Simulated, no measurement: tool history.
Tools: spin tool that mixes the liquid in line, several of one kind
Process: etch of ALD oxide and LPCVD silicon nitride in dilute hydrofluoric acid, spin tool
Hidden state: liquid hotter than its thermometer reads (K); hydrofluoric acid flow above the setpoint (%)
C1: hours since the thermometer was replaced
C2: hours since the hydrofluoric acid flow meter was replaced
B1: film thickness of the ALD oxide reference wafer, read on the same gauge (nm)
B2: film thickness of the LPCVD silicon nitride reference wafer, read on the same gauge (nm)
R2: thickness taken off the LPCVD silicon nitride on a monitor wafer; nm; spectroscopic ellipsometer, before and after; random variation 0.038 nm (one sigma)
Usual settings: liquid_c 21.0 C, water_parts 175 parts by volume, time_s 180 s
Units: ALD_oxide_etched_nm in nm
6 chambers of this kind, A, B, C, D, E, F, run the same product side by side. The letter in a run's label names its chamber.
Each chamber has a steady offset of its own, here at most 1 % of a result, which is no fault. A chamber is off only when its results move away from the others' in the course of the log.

run 1D hour=3.5 | liquid_c=21.0 water_parts=175 time_s=180 | C1=28.0 C2=1772.3 | B1=150.01 B2=40.035 | ALD_oxide_etched_nm=8.4287 R2=0.41991
run 2E hour=11.3 | liquid_c=21.0 water_parts=175 time_s=180 | C1=384.2 C2=71.2 | B1=150.01 B2=40.035 | ALD_oxide_etched_nm=8.4067 R2=0.49108
run 3F hour=16.7 | liquid_c=21.0 water_parts=175 time_s=180 | C1=1081.0 C2=662.5 | B1=149.97 B2=40.007 | ALD_oxide_etched_nm=8.3079 R2=0.47753
run 4C hour=24.3 | liquid_c=21.0 water_parts=175 time_s=180 | C1=1173.4 C2=1574.0 | B1=150.00 B2=39.987 | ALD_oxide_etched_nm=8.2286 R2=0.55023
run 5B hour=29.8 | liquid_c=21.0 water_parts=175 time_s=180 | C1=887.3 C2=712.3 | B1=149.97 B2=40.027 | ALD_oxide_etched_nm=8.2374 R2=0.45166
run 6A hour=33.8 | liquid_c=18.5 water_parts=175 time_s=225 | C1=1045.1 C2=219.2 | B1=150.01 B2=40.013 | ALD_oxide_etched_nm=9.5777 R2=0.47452
run 7D hour=37.5 | liquid_c=18.5 water_parts=175 time_s=225 | C1=62.0 C2=1806.3 | B1=150.01 B2=39.969 | ALD_oxide_etched_nm=9.3635 R2=0.50313
run 8A hour=42.9 | liquid_c=18.5 water_parts=175 time_s=225 | C1=1054.2 C2=228.3 | B1=149.99 B2=40.012 | ALD_oxide_etched_nm=9.4328 R2=0.43411
run 9C hour=47.8 | liquid_c=18.5 water_parts=175 time_s=225 | C1=1196.9 C2=1597.5 | B1=149.99 B2=39.969 | ALD_oxide_etched_nm=9.3409 R2=0.52682
run 10B hour=55.2 | liquid_c=18.5 water_parts=175 time_s=225 | C1=912.7 C2=737.7 | B1=150.02 B2=39.963 | ALD_oxide_etched_nm=9.6957 R2=0.40730
run 11E hour=60.6 | liquid_c=18.5 water_parts=175 time_s=225 | C1=433.5 C2=120.5 | B1=149.98 B2=39.977 | ALD_oxide_etched_nm=9.5367 R2=0.42101
run 12F hour=65.2 | liquid_c=21.0 water_parts=175 time_s=125 | C1=1129.5 C2=711.0 | B1=149.99 B2=40.045 | ALD_oxide_etched_nm=5.8182 R2=0.28438
-- hour=67.6 chamber A: thermometer replaced
run 13D hour=72.5 | liquid_c=21.0 water_parts=175 time_s=125 | C1=97.0 C2=1841.3 | B1=150.02 B2=40.007 | ALD_oxide_etched_nm=5.8253 R2=0.33707
run 14F hour=79.6 | liquid_c=21.0 water_parts=175 time_s=125 | C1=1143.9 C2=725.4 | B1=149.98 B2=40.009 | ALD_oxide_etched_nm=5.8307 R2=0.36771
run 15A hour=86.4 | liquid_c=21.0 water_parts=175 time_s=125 | C1=18.8 C2=271.8 | B1=149.99 B2=40.040 | ALD_oxide_etched_nm=5.7866 R2=0.32464
run 16E hour=92.0 | liquid_c=21.0 water_parts=175 time_s=125 | C1=464.9 C2=151.9 | B1=150.01 B2=40.021 | ALD_oxide_etched_nm=5.7159 R2=0.32695
run 17C hour=95.6 | liquid_c=21.0 water_parts=175 time_s=125 | C1=1244.7 C2=1645.3 | B1=149.99 B2=40.037 | ALD_oxide_etched_nm=5.6608 R2=0.30101
run 18B hour=100.2 | liquid_c=21.0 water_parts=175 time_s=180 | C1=957.7 C2=782.7 | B1=149.98 B2=40.046 | ALD_oxide_etched_nm=8.3204 R2=0.46913
run 19D hour=106.3 | liquid_c=21.0 water_parts=175 time_s=180 | C1=130.8 C2=1875.1 | B1=149.98 B2=40.013 | ALD_oxide_etched_nm=8.3827 R2=0.37675
run 20F hour=110.3 | liquid_c=21.0 water_parts=175 time_s=180 | C1=1174.6 C2=756.1 | B1=149.98 B2=39.998 | ALD_oxide_etched_nm=8.0661 R2=0.44809
run 21E hour=117.9 | liquid_c=21.0 water_parts=175 time_s=285 | C1=490.8 C2=177.8 | B1=149.99 B2=39.995 | ALD_oxide_etched_nm=13.2820 R2=0.85430
run 22A hour=124.8 | liquid_c=21.0 water_parts=175 time_s=285 | C1=57.2 C2=310.2 | B1=150.04 B2=40.016 | ALD_oxide_etched_nm=13.8860 R2=0.68941
run 23B hour=129.1 | liquid_c=21.0 water_parts=175 time_s=285 | C1=986.6 C2=811.6 | B1=149.99 B2=40.031 | ALD_oxide_etched_nm=13.1100 R2=0.78035
run 24C hour=136.7 | liquid_c=21.0 water_parts=175 time_s=285 | C1=1285.8 C2=1686.4 | B1=150.02 B2=40.002 | ALD_oxide_etched_nm=12.8660 R2=0.71539
run 25B hour=140.4 | liquid_c=21.0 water_parts=175 time_s=285 | C1=997.9 C2=822.9 | B1=150.02 B2=39.973 | ALD_oxide_etched_nm=13.2690 R2=0.61661
run 26E hour=145.9 | liquid_c=21.0 water_parts=175 time_s=285 | C1=518.8 C2=205.8 | B1=150.01 B2=40.000 | ALD_oxide_etched_nm=13.2020 R2=0.74683
run 27F hour=150.4 | liquid_c=21.0 water_parts=125 time_s=110 | C1=1214.7 C2=796.2 | B1=150.02 B2=39.996 | ALD_oxide_etched_nm=7.4218 R2=0.40802
run 28D hour=154.6 | liquid_c=21.0 water_parts=125 time_s=110 | C1=179.1 C2=1923.4 | B1=149.98 B2=39.979 | ALD_oxide_etched_nm=7.5540 R2=0.37177
run 29C hour=161.6 | liquid_c=21.0 water_parts=125 time_s=110 | C1=1310.7 C2=1711.3 | B1=149.99 B2=39.982 | ALD_oxide_etched_nm=7.5192 R2=0.41799
run 30A hour=168.8 | liquid_c=21.0 water_parts=125 time_s=110 | C1=101.2 C2=354.2 | B1=150.01 B2=39.994 | ALD_oxide_etched_nm=8.0743 R2=0.40681
run 31D hour=176.7 | liquid_c=21.0 water_parts=125 time_s=110 | C1=201.2 C2=1945.5 | B1=149.99 B2=39.936 | ALD_oxide_etched_nm=7.6474 R2=0.37809
run 32A hour=181.8 | liquid_c=21.0 water_parts=125 time_s=110 | C1=114.2 C2=367.2 | B1=150.00 B2=39.995 | ALD_oxide_etched_nm=8.3111 R2=0.41054
run 33B hour=189.0 | liquid_c=21.0 water_parts=175 time_s=180 | C1=1046.5 C2=871.5 | B1=150.01 B2=39.953 | ALD_oxide_etched_nm=8.3917 R2=0.48639
run 34F hour=194.6 | liquid_c=21.0 water_parts=175 time_s=180 | C1=1258.9 C2=840.4 | B1=149.99 B2=39.989 | ALD_oxide_etched_nm=8.2673 R2=0.43866
run 35C hour=201.8 | liquid_c=21.0 water_parts=175 time_s=120 | C1=1350.9 C2=1751.5 | B1=149.99 B2=40.027 | ALD_oxide_etched_nm=5.5677 R2=0.33617
-- hour=204.6 chamber E: thermometer replaced
run 36E hour=207.8 | liquid_c=21.0 water_parts=175 time_s=120 | C1=3.2 C2=267.7 | B1=150.02 B2=39.987 | ALD_oxide_etched_nm=5.4238 R2=0.32823
run 37C hour=213.2 | liquid_c=21.0 water_parts=175 time_s=120 | C1=1362.3 C2=1762.9 | B1=150.00 B2=40.004 | ALD_oxide_etched_nm=5.4725 R2=0.27415
run 38D hour=217.3 | liquid_c=21.0 water_parts=175 time_s=120 | C1=241.8 C2=1986.1 | B1=149.97 B2=39.996 | ALD_oxide_etched_nm=5.6323 R2=0.31084
run 39E hour=220.8 | liquid_c=21.0 water_parts=175 time_s=120 | C1=16.2 C2=280.7 | B1=149.98 B2=40.042 | ALD_oxide_etched_nm=5.5616 R2=0.30613
run 40A hour=225.1 | liquid_c=21.0 water_parts=175 time_s=120 | C1=157.5 C2=410.5 | B1=150.02 B2=39.982 | ALD_oxide_etched_nm=6.3154 R2=0.35750
run 41F hour=231.4 | liquid_c=21.0 water_parts=175 time_s=180 | C1=1295.7 C2=877.2 | B1=150.02 B2=40.015 | ALD_oxide_etched_nm=8.1689 R2=0.43306

What goes on in this fleet: one chamber off, a drifting gauge, or nothing beyond the chambers' own small offsets? Name the chamber and the cause, if any.

Chamber A drifts away from the others.
Cause: hydrofluoric acid flow above the setpoint (%) = 12.3.

Here are 4 candidates for chamber A's next run, each the usual settings with a change, their results left as question marks. Which one brings its results back in line with what the others give on the usual settings?
In line means no further than this from the other chambers' mean on the usual settings: ALD_oxide_etched_nm 0.2800 nm; R2 0.13000 nm
run 42A-1 hour=237.1 | liquid_c=20.5 water_parts=160 time_s=190 | ALD_oxide_etched_nm=? R2=?
run 42A-2 hour=237.1 | liquid_c=21.5 water_parts=190 time_s=170 | ALD_oxide_etched_nm=? R2=?
run 42A-3 hour=237.1 | liquid_c=21.0 water_parts=180 time_s=175 | ALD_oxide_etched_nm=? R2=?
run 42A-4 hour=237.1 | liquid_c=21.0 water_parts=170 time_s=185 | ALD_oxide_etched_nm=? R2=?

The other chambers' mean on the usual settings: ALD_oxide_etched_nm 8.2940 nm; R2 0.45621 nm
run=42A-1 ALD_oxide_etched_nm=10.8220 R2=0.58970
run=42A-2 ALD_oxide_etched_nm=8.2314 R2=0.47570
run=42A-3 ALD_oxide_etched_nm=8.8574 R2=0.49975
run=42A-4 ALD_oxide_etched_nm=10.0120 R2=0.55887
42A-2 brings the chamber back in line.
